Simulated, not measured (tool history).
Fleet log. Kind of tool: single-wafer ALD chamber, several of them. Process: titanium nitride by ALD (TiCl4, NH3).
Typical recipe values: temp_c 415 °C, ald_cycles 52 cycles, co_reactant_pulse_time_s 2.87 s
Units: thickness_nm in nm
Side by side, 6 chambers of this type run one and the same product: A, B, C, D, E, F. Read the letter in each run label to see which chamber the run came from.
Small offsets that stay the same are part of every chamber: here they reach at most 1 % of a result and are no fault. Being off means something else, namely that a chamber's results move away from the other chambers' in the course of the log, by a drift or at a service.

run   hour  temp_c  ald_cycles  co_reactant_pulse_time_s  read-back reference wafer on the same gauge, thickness_nm  thickness_nm
 1F    7.1     415          52                      2.87                                                     1.3798       1.17270
 2D   13.8     415          52                      2.87                                                     1.3801       1.15670
 3B   19.4     415          52                      2.87                                                     1.3812       1.15890
 4C   24.6     415          52                      2.87                                                     1.3805       1.15520
 5E   31.9     415          52                      2.87                                                     1.3806       1.15810
 6A   39.0     415          52                      2.87                                                     1.3819       1.15780
 7C   48.6     415          52                      2.87                                                     1.3816       1.16070
 8F   54.7     415          52                      2.87                                                     1.3823       1.17590
 9E   60.7     415          52                      2.87                                                     1.3819       1.15680
10A   70.8     415          42                      3.21                                                     1.3819       0.94089
11B   81.1     415          42                      3.21                                                     1.3815       0.94373
12D   88.8     415          42                      3.21                                                     1.3825       0.93791
13F  100.1     415          42                      3.21                                                     1.3835       0.95140
14A  105.6     415          42                      3.21                                                     1.3824       0.93927
15E  115.6     415          42                      3.21                                                     1.3841       0.93786
16D  123.5     415          52                      2.87                                                     1.3836       1.15810
17B  128.8     415          52                      2.87                                                     1.3837       1.16240
18C  134.9     415          52                      3.35                                                     1.3832       1.16540
19F  141.2     415          52                      3.35                                                     1.3848       1.18020
20A  150.4     415          52                      3.35                                                     1.3849       1.16630
21D  158.1     415          52                      3.35                                                     1.3847       1.16790
22C  167.7     415          52                      3.35                                                     1.3851       1.16800
23B  175.0     415          52                      3.35                                                     1.3852       1.17330
24E  180.1     415          52                      2.87                                                     1.3853       1.16340
25D  185.6     415          52                      2.87                                                     1.3854       1.16510
26C  191.8     415          52                      2.87                                                     1.3865       1.16540
27F  203.2     415          52                      2.87                                                     1.3864       1.17800
28B  213.2     422          52                      2.87                                                     1.3861       1.16590
29A  220.4     422          52                      2.87                                                     1.3866       1.16360
30E  230.4     422          52                      2.87                                                     1.3864       1.16820
31F  239.7     422          52                      2.87                                                     1.3869       1.17750
32E  250.6     422          52                      2.87                                                     1.3873       1.16560
33B  260.0     422          52                      2.87                                                     1.3877       1.16860
34C  268.7     415          52                      2.87                                                     1.3881       1.16370
35A  274.6     415          52                      2.87                                                     1.3879       1.16350
36D  279.8     407          58                      2.87                                                     1.3884       1.29810
37F  287.0     407          58                      2.87                                                     1.3878       1.31570
38A  294.2     407          58                      2.87                                                     1.3889       1.29760
39C  303.7     407          58                      2.87                                                     1.3890       1.29890
40E  315.1     407          58                      2.87                                                     1.3892       1.29950

Does one chamber stand apart from the rest, does the shared gauge drift, or is all well apart from small per-chamber offsets? Give the chamber and the most likely cause, where there is one.

None of the chambers is off. What moves is the gauge, dragging all their readings along together.
Likeliest cause: gauge reads high (%) = 0.686.
